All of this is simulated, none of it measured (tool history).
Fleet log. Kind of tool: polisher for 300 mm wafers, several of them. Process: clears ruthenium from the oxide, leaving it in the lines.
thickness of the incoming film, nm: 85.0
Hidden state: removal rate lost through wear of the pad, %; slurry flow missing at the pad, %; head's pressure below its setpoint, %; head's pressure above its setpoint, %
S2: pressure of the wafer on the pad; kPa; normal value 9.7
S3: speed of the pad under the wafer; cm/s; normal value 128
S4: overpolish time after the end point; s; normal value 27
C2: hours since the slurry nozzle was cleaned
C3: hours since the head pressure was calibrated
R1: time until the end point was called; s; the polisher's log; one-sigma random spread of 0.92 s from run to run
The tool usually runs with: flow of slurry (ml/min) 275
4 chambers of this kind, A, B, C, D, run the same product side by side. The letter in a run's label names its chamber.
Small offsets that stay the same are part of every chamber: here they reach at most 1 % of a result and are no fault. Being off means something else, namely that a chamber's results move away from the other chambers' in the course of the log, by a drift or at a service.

{"run": "1D", "hour": 5.0, "flow of slurry (ml/min)": 275, "S2": 9.7, "S3": 128, "S4": 27, "wafers polished on this pad": 1443, "C2": 264.2, "C3": 199, "R1": 85.322}
{"hour": 5.4, "done": "chamber D: worn pad replaced by a new one"}
{"run": "2C", "hour": 8.7, "flow of slurry (ml/min)": 275, "S2": 9.7, "S3": 128, "S4": 27, "wafers polished on this pad": 539, "C2": 16.8, "C3": 445.9, "R1": 85.178}
{"hour": 10.2, "done": "chamber A: worn pad replaced by a new one"}
{"run": "3B", "hour": 13.5, "flow of slurry (ml/min)": 275, "S2": 9.7, "S3": 128, "S4": 27, "wafers polished on this pad": 443, "C2": 190.9, "C3": 716.1, "R1": 83.333}
{"run": "4A", "hour": 19.0, "flow of slurry (ml/min)": 275, "S2": 9.7, "S3": 128, "S4": 27, "wafers polished on this pad": 109, "C2": 201.3, "C3": 336.3, "R1": 83.977}
{"run": "5A", "hour": 22.6, "flow of slurry (ml/min)": 275, "S2": 9.7, "S3": 128, "S4": 27, "wafers polished on this pad": 153, "C2": 204.9, "C3": 339.9, "R1": 85.714}
{"run": "6C", "hour": 27.8, "flow of slurry (ml/min)": 275, "S2": 9.7, "S3": 128, "S4": 27, "wafers polished on this pad": 776, "C2": 35.9, "C3": 465, "R1": 83.729}
{"hour": 29.2, "done": "chamber B: worn pad replaced by a new one"}
{"run": "7B", "hour": 31.4, "flow of slurry (ml/min)": 275, "S2": 9.7, "S3": 128, "S4": 27, "wafers polished on this pad": 28, "C2": 208.8, "C3": 734, "R1": 84.456}
{"run": "8D", "hour": 36.2, "flow of slurry (ml/min)": 275, "S2": 9.7, "S3": 128, "S4": 27, "wafers polished on this pad": 381, "C2": 295.4, "C3": 230.2, "R1": 84.981}
{"run": "9A", "hour": 39.6, "flow of slurry (ml/min)": 275, "S2": 9.7, "S3": 128, "S4": 27, "wafers polished on this pad": 364, "C2": 221.9, "C3": 356.9, "R1": 86.434}
{"run": "10B", "hour": 44.9, "flow of slurry (ml/min)": 210, "S2": 9.7, "S3": 128, "S4": 27, "wafers polished on this pad": 195, "C2": 222.3, "C3": 747.5, "R1": 88.434}
{"hour": 46.1, "done": "chamber A: slurry nozzle cleaned"}
{"run": "11C", "hour": 49.5, "flow of slurry (ml/min)": 210, "S2": 9.7, "S3": 128, "S4": 27, "wafers polished on this pad": 1045, "C2": 57.6, "C3": 486.7, "R1": 87.681}
{"run": "12D", "hour": 51.9, "flow of slurry (ml/min)": 210, "S2": 9.7, "S3": 128, "S4": 27, "wafers polished on this pad": 575, "C2": 311.1, "C3": 245.9, "R1": 86.995}
{"run": "13B", "hour": 55.7, "flow of slurry (ml/min)": 210, "S2": 9.7, "S3": 128, "S4": 27, "wafers polished on this pad": 329, "C2": 233.1, "C3": 758.3, "R1": 88.294}
{"hour": 57.8, "done": "chamber D: slurry nozzle cleaned"}
{"run": "14A", "hour": 60.2, "flow of slurry (ml/min)": 275, "S2": 9.7, "S3": 128, "S4": 27, "wafers polished on this pad": 619, "C2": 14.2, "C3": 377.5, "R1": 87.76}
{"run": "15C", "hour": 65.2, "flow of slurry (ml/min)": 275, "S2": 9.7, "S3": 128, "S4": 27, "wafers polished on this pad": 1239, "C2": 73.3, "C3": 502.4, "R1": 83.74}
{"run": "16D", "hour": 69.6, "flow of slurry (ml/min)": 275, "S2": 9.7, "S3": 128, "S4": 27, "wafers polished on this pad": 795, "C2": 11.9, "C3": 263.6, "R1": 83.635}
{"run": "17D", "hour": 73.0, "flow of slurry (ml/min)": 275, "S2": 9.7, "S3": 128, "S4": 34, "wafers polished on this pad": 837, "C2": 15.3, "C3": 267, "R1": 85.348}
{"hour": 75.1, "done": "chamber A: worn pad replaced by a new one"}
{"run": "18B", "hour": 77.9, "flow of slurry (ml/min)": 275, "S2": 9.7, "S3": 128, "S4": 34, "wafers polished on this pad": 604, "C2": 255.3, "C3": 780.5, "R1": 83.136}
{"hour": 79.2, "done": "chamber B: worn pad replaced by a new one"}
{"run": "19A", "hour": 82.3, "flow of slurry (ml/min)": 275, "S2": 9.7, "S3": 128, "S4": 34, "wafers polished on this pad": 89, "C2": 36.3, "C3": 399.6, "R1": 90.136}
{"hour": 83.7, "done": "chamber C: worn pad replaced by a new one"}
{"run": "20C", "hour": 85.4, "flow of slurry (ml/min)": 275, "S2": 9.7, "S3": 128, "S4": 34, "wafers polished on this pad": 22, "C2": 93.5, "C3": 522.6, "R1": 83.883}
{"run": "21C", "hour": 88.4, "flow of slurry (ml/min)": 275, "S2": 9.7, "S3": 128, "S4": 27, "wafers polished on this pad": 59, "C2": 96.5, "C3": 525.6, "R1": 84.473}
{"run": "22D", "hour": 92.9, "flow of slurry (ml/min)": 275, "S2": 9.7, "S3": 128, "S4": 27, "wafers polished on this pad": 1083, "C2": 35.2, "C3": 286.9, "R1": 84.701}
{"run": "23A", "hour": 97.5, "flow of slurry (ml/min)": 345, "S2": 9.7, "S3": 128, "S4": 27, "wafers polished on this pad": 277, "C2": 51.5, "C3": 414.8, "R1": 87.665}
{"run": "24B", "hour": 103.1, "flow of slurry (ml/min)": 345, "S2": 9.7, "S3": 128, "S4": 27, "wafers polished on this pad": 297, "C2": 280.5, "C3": 805.7, "R1": 83.542}
{"run": "25C", "hour": 107.1, "flow of slurry (ml/min)": 345, "S2": 9.7, "S3": 128, "S4": 27, "wafers polished on this pad": 290, "C2": 115.2, "C3": 544.3, "R1": 82.386}
{"run": "26D", "hour": 111.1, "flow of slurry (ml/min)": 345, "S2": 9.7, "S3": 128, "S4": 27, "wafers polished on this pad": 1308, "C2": 53.4, "C3": 305.1, "R1": 83.967}
{"run": "27B", "hour": 115.2, "flow of slurry (ml/min)": 275, "S2": 9.7, "S3": 128, "S4": 27, "wafers polished on this pad": 447, "C2": 292.6, "C3": 817.8, "R1": 85.111}
{"run": "28A", "hour": 119.5, "flow of slurry (ml/min)": 275, "S2": 9.7, "S3": 128, "S4": 27, "wafers polished on this pad": 550, "C2": 73.5, "C3": 436.8, "R1": 91.731}

The same settings go to every chamber for the next run, one line per chamber below. Forecast the results for each:
{"run": "29A", "hour": 123.6, "flow of slurry (ml/min)": 275, "S2": 9.7, "S3": 128, "S4": 27, "R1": "?"}
{"run": "29B", "hour": 123.6, "flow of slurry (ml/min)": 275, "S2": 9.7, "S3": 128, "S4": 27, "R1": "?"}
{"run": "29C", "hour": 123.6, "flow of slurry (ml/min)": 275, "S2": 9.7, "S3": 128, "S4": 27, "R1": "?"}
{"run": "29D", "hour": 123.6, "flow of slurry (ml/min)": 275, "S2": 9.7, "S3": 128, "S4": 27, "R1": "?"}

run=29A R1=91.285
run=29B R1=84.114
run=29C R1=86.517
run=29D R1=85.606
